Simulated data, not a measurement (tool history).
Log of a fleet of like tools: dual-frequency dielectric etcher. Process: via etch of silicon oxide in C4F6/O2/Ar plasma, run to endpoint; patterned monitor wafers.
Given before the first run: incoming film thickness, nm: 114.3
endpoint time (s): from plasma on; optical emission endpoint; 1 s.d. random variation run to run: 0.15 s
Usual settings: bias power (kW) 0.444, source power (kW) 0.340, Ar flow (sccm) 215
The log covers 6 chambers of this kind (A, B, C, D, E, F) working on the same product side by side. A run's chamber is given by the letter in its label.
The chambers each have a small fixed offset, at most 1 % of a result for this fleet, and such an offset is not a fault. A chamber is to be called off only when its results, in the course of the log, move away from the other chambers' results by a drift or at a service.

run	day	bias power (kW)	source power (kW)	Ar flow (sccm)	endpoint time (s)
1F	0.404	0.444	0.340	215	27.027
2D	0.896	0.444	0.340	215	27.100
3A	1.129	0.444	0.340	215	26.942
# day 1.475: chamber D: wet clean of the chamber
4C	1.588	0.444	0.340	215	26.910
5E	1.925	0.444	0.340	215	27.142
# day 2.054: chamber A: wet clean of the chamber
6B	2.333	0.444	0.340	215	26.906
7A	2.808	0.444	0.340	215	26.875
8C	3.162	0.533	0.340	215	25.302
9F	3.550	0.533	0.340	215	25.294
10D	4.062	0.533	0.340	215	25.133
11E	4.304	0.533	0.340	215	25.210
12B	4.596	0.533	0.340	215	24.948
13F	5.079	0.533	0.340	215	25.156
14D	5.346	0.444	0.340	215	26.836
# day 5.729: chamber D: Ar flow controller replaced
15B	5.796	0.444	0.340	215	27.026
16E	6.275	0.444	0.340	215	27.037
# day 6.304: chamber C: wet clean of the chamber
17A	6.562	0.444	0.340	215	26.952
18C	6.842	0.444	0.340	215	26.664
19F	7.362	0.444	0.340	215	27.032
20C	7.675	0.444	0.340	215	26.721
21A	7.979	0.444	0.340	215	26.791
22D	8.496	0.444	0.340	215	26.898
23E	8.825	0.444	0.340	215	27.146
24B	9.212	0.444	0.340	215	26.874
# day 9.438: chamber E: wet clean of the chamber
25C	9.729	0.444	0.340	215	27.038
26A	10.117	0.444	0.340	215	26.817
# day 10.483: chamber B: source power generator calibrated
27B	10.571	0.444	0.340	215	26.955
28F	10.883	0.444	0.340	215	27.167
# day 10.988: chamber D: source power generator calibrated
# day 11.179: chamber F: wet clean of the chamber
29E	11.375	0.444	0.340	215	26.940
30D	11.842	0.444	0.340	215	26.856
31A	12.096	0.515	0.340	215	25.417
32C	12.571	0.515	0.340	215	25.656
33D	12.900	0.515	0.340	215	25.462
# day 13.304: chamber B: wet clean of the chamber
34F	13.388	0.515	0.340	215	25.381
35B	13.879	0.515	0.340	215	25.369
36E	14.208	0.515	0.340	215	25.728
37C	14.721	0.525	0.370	215	24.443
38A	15.112	0.525	0.370	215	24.246
39B	15.488	0.525	0.370	215	24.378
40E	15.950	0.525	0.370	215	24.418
41D	16.246	0.525	0.370	215	24.546

Predict what each chamber gives when all 6 of them run the settings below next.
42A	16.625	0.522	0.340	215	?
42B	16.625	0.522	0.340	215	?
42C	16.625	0.522	0.340	215	?
42D	16.625	0.522	0.340	215	?
42E	16.625	0.522	0.340	215	?
42F	16.625	0.522	0.340	215	?

run	endpoint time (s)
42A	25.062
42B	25.317
42C	25.246
42D	25.195
42E	25.454
42F	25.425

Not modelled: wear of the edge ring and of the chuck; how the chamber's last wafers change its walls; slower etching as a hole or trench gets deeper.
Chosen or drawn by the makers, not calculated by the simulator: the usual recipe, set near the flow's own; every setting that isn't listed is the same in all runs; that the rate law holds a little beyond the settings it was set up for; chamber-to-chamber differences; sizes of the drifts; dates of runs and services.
